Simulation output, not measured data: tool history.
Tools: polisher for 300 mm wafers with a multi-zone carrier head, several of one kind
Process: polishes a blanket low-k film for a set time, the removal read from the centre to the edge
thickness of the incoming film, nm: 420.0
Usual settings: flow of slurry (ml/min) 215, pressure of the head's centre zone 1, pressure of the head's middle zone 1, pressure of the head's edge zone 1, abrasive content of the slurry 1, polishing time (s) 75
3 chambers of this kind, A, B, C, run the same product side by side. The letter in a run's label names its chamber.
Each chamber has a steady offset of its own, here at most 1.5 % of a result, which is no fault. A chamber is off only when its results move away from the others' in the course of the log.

run,hour,flow of slurry (ml/min),pressure of the head's centre zone,pressure of the head's middle zone,pressure of the head's edge zone,abrasive content of the slurry,polishing time (s),wafers polished on this pad,hours since the slurry nozzle was cleaned,hours since the centre zone pressure was calibrated,hours since the edge zone pressure was calibrated,film removed at the wafer's centre (nm),film removed at mid-radius (nm),film removed at the wafer's edge (nm)
1B,11.1,215,1,1,1,1,75,607,293.8,394.1,866.9,17.399,17.558,17.582
2A,22.6,215,1,1,1,1,75,536,348,859.7,141.7,17.438,17.56,17.442
# hour 28.3: chamber B: worn pad replaced by a new one
3C,32.6,215,1,1,1,1,75,1640,45.6,214.7,803.1,17.591,17.531,17.253
# hour 33.3: chamber C: worn pad replaced by a new one
4A,38.6,215,1,1,1,1,75,708,364,875.7,157.7,17.782,17.525,17.545
5B,47.5,215,1,1,1,1,75,208,330.2,430.5,903.3,17.285,17.761,17.415
6C,58,215,1,1,1,1,75,267,71,240.1,828.5,17.601,17.44,17.497
7A,64.6,215,1,1,1,1,75,989,390,901.7,183.7,17.606,17.703,17.697
# hour 69.6: chamber B: edge zone pressure recalibrated
8C,75.2,215,1,1,1,1,75,453,88.2,257.3,845.7,17.917,17.397,17.59
9B,83.1,215,0.9,1,1,0.7,75,592,365.8,466.1,13.6,13.198,14.772,14.921
10C,91.1,215,0.9,1,1,0.7,75,624,104.1,273.2,861.6,13.008,14.805,14.66
11B,97,215,0.9,1,1,0.7,75,742,379.7,480,27.5,12.967,14.82,14.762
# hour 99.1: chamber B: worn pad replaced by a new one
12A,105.5,215,1,1,1,1,75,1431,430.9,942.6,224.6,17.412,17.675,17.736
13B,114.5,215,1,1,1,1,75,166,397.2,497.5,45,17.727,17.707,17.823
14C,123,185,1,1.11,1,1,75,969,136,305.1,893.5,17.087,18.786,16.971
15A,133.4,185,1,1.11,1,1,75,1732,458.8,970.5,252.5,17.219,18.508,17.285
16B,144.1,185,1,1.11,1,1,75,485,426.8,527.1,74.6,17.418,19.404,16.868
17A,156,240,1,0.96,1,1,75,1976,481.4,993.1,275.1,17.839,16.754,17.515
# hour 160.8: chamber C: worn pad replaced by a new one
18C,162,240,1,0.96,1,1,75,13,175,344.1,932.5,17.681,17.301,18.021
# hour 169.7: chamber B: worn pad replaced by a new one
19B,172.4,240,1,0.96,1,1,75,29,455.1,555.4,102.9,17.945,17.212,17.673
20A,182.7,215,1,1,1,1,75,2264,508.1,1019.8,301.8,16.91,16.913,16.806
21C,195.2,215,1,1,1,1,75,371,208.2,377.3,965.7,17.787,17.527,17.569
22B,202.5,215,1,1,1,1,75,354,485.2,585.5,133,17.707,17.994,17.747
23C,212.7,215,1,1,1,1,75,560,225.7,394.8,983.2,17.651,17.335,17.744
24A,218.8,215,1,1,1,1,75,2654,544.2,1055.9,337.9,16.029,16.312,16.481
25C,226.1,215,1,1,1,1,75,705,239.1,408.2,996.6,17.178,17.702,17.425
26B,235.7,215,1,1,1,1,75,712,518.4,618.7,166.2,17.424,17.818,17.872
# hour 237.4: chamber B: worn pad replaced by a new one
27A,246.6,215,1,1,1,1,75,2954,572,1083.7,365.7,15.815,15.946,16.079
28A,258.2,215,1,1,1,1,75,3080,583.6,1095.3,377.3,15.978,15.517,15.582
29B,268.6,215,1,1,1,1,75,336,551.3,651.6,199.1,17.651,17.932,17.654

Is one chamber off against the others, does the gauge drift, or is nothing wrong? If a chamber is off, say which, and what the likeliest cause is.

Chamber A drifts away from the others.
Cause: removal rate lost through wear of the pad, % = 11.4.

Here are 4 candidates for chamber A's next run, each the usual settings with a change, their results left as question marks. Which one brings its results back in line with what the others give on the usual settings?
In line means no further than this from the other chambers' mean on the usual settings: film removed at the wafer's centre (nm) 0.59; film removed at mid-radius (nm) 0.5; film removed at the wafer's edge (nm) 0.52
30A-1,277.9,220,1,1.02,1,1.05,82,,,,,?,?,?
30A-2,277.9,215,1,1.01,1,1,79,,,,,?,?,?
30A-3,277.9,215,1,0.99,1,1,71,,,,,?,?,?
30A-4,277.9,210,1,0.99,1,0.95,69,,,,,?,?,?

The other chambers' mean on the usual settings: film removed at the wafer's centre (nm) 17.53; film removed at mid-radius (nm) 17.67; film removed at the wafer's edge (nm) 17.522
run,film removed at the wafer's centre (nm),film removed at mid-radius (nm),film removed at the wafer's edge (nm)
30A-1,17.587,17.816,17.464
30A-2,16.52,16.592,16.428
30A-3,14.845,14.641,14.768
30A-4,14.041,13.853,13.986
30A-1 brings the chamber back in line.

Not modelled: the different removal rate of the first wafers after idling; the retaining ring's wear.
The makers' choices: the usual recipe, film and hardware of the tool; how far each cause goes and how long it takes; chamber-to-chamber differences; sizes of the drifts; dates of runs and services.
